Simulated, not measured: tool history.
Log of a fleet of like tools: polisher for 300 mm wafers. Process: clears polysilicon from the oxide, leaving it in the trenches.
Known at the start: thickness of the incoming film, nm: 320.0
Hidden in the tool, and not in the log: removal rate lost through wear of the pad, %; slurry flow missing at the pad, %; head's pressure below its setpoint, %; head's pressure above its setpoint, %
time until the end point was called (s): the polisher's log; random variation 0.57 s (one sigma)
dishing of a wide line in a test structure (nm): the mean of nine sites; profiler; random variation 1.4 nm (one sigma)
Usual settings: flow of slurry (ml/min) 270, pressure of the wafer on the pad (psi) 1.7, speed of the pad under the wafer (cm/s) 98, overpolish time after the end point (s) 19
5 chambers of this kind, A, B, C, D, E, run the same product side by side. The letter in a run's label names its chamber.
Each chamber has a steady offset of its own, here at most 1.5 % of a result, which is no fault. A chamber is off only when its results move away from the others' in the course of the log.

run   hour  flow of slurry (ml/min)  pressure of the wafer on the pad (psi)  speed of the pad under the wafer (cm/s)  overpolish time after the end point (s)  wafers polished on this pad  hours since the slurry nozzle was cleaned  hours since the head pressure was calibrated  time until the end point was called (s)  dishing of a wide line in a test structure (nm)
 1D    8.5                      270                                     1.7                                       98                                       19                          251                                      106.7                                         124.6                                   38.258                                           68.439
      15.4  -- chamber E: worn pad replaced by a new one
 2E   16.4                      270                                     1.7                                       98                                       19                           12                                      523.9                                         750.3                                   39.239                                           71.987
 3A   23.1                      270                                     1.7                                       98                                       19                         1295                                       86.5                                         455.6                                   40.119                                           69.046
 4B   27.8                      270                                     1.7                                       98                                       19                         1035                                      158.4                                         509.8                                   39.538                                           67.968
 5C   32.8                      270                                     1.7                                       98                                       19                          763                                        163                                         460.3                                    38.28                                           67.874
      38.5  -- chamber D: worn pad replaced by a new one
 6B   40.2                      270                                     1.7                                       98                                       19                         1179                                      170.8                                         522.2                                   38.493                                           70.908
      40.6  -- chamber A: worn pad replaced by a new one
      43.9  -- chamber B: head pressure recalibrated
 7A     45                      270                                     1.7                                       98                                       19                           51                                      108.4                                         477.5                                   39.449                                           69.716
 8D   49.6                      270                                     1.7                                       98                                       19                          129                                      147.8                                         165.7                                   38.157                                            68.11
 9C   54.5                      270                                     1.7                                       98                                       19                         1016                                      184.7                                           482                                   39.278                                           68.734
10E   62.8                      270                                     1.7                                       98                                       19                          551                                      570.3                                         796.7                                     40.3                                           68.662
      69.2  -- chamber B: worn pad replaced by a new one
11C   71.2                      270                                     1.7                                       98                                       23                         1210                                      201.4                                         498.7                                   39.647                                           76.067
12A   77.2                      270                                     1.7                                       98                                       23                          425                                      140.6                                         509.7                                   39.159                                           71.403
13E   81.6                      270                                     1.7                                       98                                       23                          770                                      589.1                                         815.5                                   39.583                                            72.39
14B   88.8                      270                                     1.7                                       98                                       23                          228                                      219.4                                            45                                   39.076                                           72.044
      89.9  -- chamber D: worn pad replaced by a new one
      89.9  -- chamber E: worn pad replaced by a new one
15D   93.9                      270                                     1.7                                       98                                       23                           47                                      192.1                                           210                                   38.846                                           72.744
16A   98.8                      270                                     1.7                                       98                                       19                          676                                      162.2                                         531.3                                   39.462                                           69.873
17D  107.4                      270                                     1.7                                       98                                       19                          203                                      205.6                                         223.5                                   38.918                                           71.335
     113.5  -- chamber B: slurry nozzle cleaned
18B  114.7                      270                                     1.7                                       98                                       19                          529                                        1.2                                          70.9                                   38.599                                           70.324
19C  122.9                      270                                     1.7                                       98                                       19                         1811                                      253.1                                         550.4                                    40.75                                           67.447
     124.8  -- chamber E: head pressure recalibrated
20E  130.7                      270                                     1.7                                       98                                       19                          474                                      638.2                                           5.9                                   39.054                                           71.185
21A  137.9                      270                                     1.7                                       98                                       19                         1131                                      201.3                                         570.4                                   39.722                                           69.963
     142.7  -- chamber D: worn pad replaced by a new one
22C  144.7                      270                                     1.7                                       98                                       11                         2064                                      274.9                                         572.2                                   41.894                                           53.183
     149.6  -- chamber E: worn pad replaced by a new one
23E  152.1                      270                                     1.7                                       98                                       11                           29                                      659.6                                          27.3                                   39.664                                           54.376
     153.2  -- chamber A: worn pad replaced by a new one
24B  157.9                      270                                     1.7                                       98                                       11                         1031                                       44.4                                         114.1                                   38.807                                            54.22
25D  163.1                      270                                     1.7                                       98                                       11                          238                                      261.3                                         279.2                                   37.761                                           56.078
26D  170.1                      270                                     1.7                                       98                                       11                          319                                      268.3                                         286.2                                   39.177                                           54.241
27B  175.7                      270                                     1.7                                       98                                       19                         1238                                       62.2                                         131.9                                   38.073                                           69.953
28C  179.6                      270                                     1.9                                       98                                       19                         2470                                      309.8                                         607.1                                   37.126                                           71.332
29E  186.8                      270                                     1.9                                       98                                       19                          432                                      694.3                                            62                                   35.058                                           71.716
30A  192.7                      270                                     1.9                                       98                                       19                          459                                      256.1                                         625.2                                   35.865                                           72.448
     195.3  -- chamber B: worn pad replaced by a new one
     198.2  -- chamber D: worn pad replaced by a new one
31B  200.8                      270                                     1.9                                       98                                       19                           64                                       87.3                                           157                                   34.545                                           72.557
     204.4  -- chamber A: slurry nozzle cleaned
32C  204.9                      270                                     1.9                                       98                                       19                         2764                                      335.1                                         632.4                                    36.78                                           71.788
33A  213.8                      270                                     1.7                                       98                                       19                          704                                        9.4                                         646.3                                   39.547                                            70.03
     219.6  -- chamber E: worn pad replaced by a new one
34D  219.9                      360                                     1.2                                       98                                       19                          252                                      318.1                                           336                                   53.397                                           61.544
35E  227.4                      360                                     1.2                                       98                                       19                           90                                      734.9                                         102.6                                   54.675                                           62.275
     227.6  -- chamber D: head pressure recalibrated
36A    235                      360                                     1.2                                       98                                       19                          950                                       30.6                                         667.5                                    53.83                                           57.964
37B  241.7                      360                                     1.2                                       98                                       19                          540                                      128.2                                         197.9                                   54.255                                           60.114
38D  248.4                      360                                     1.2                                       98                                       19                          583                                      346.6                                          20.8                                   52.783                                           61.488
39C    253                      270                                     1.7                                       98                                       19                         3323                                      383.2                                         680.5                                    42.74                                           67.257

All 5 chambers run these settings next. Forecast each chamber's results:
40A  259.4                      270                                     1.7                                       98                                       12                                                                                                                                                              ?                                                ?
40B  259.4                      270                                     1.7                                       98                                       12                                                                                                                                                              ?                                                ?
40C  259.4                      270                                     1.7                                       98                                       12                                                                                                                                                              ?                                                ?
40D  259.4                      270                                     1.7                                       98                                       12                                                                                                                                                              ?                                                ?
40E  259.4                      270                                     1.7                                       98                                       12                                                                                                                                                              ?                                                ?

run  time until the end point was called (s)  dishing of a wide line in a test structure (nm)
40A                                   40.159                                           56.994
40B                                   38.522                                            56.86
40C                                   43.353                                           52.483
40D                                   38.519                                           56.514
40E                                   39.308                                           55.488
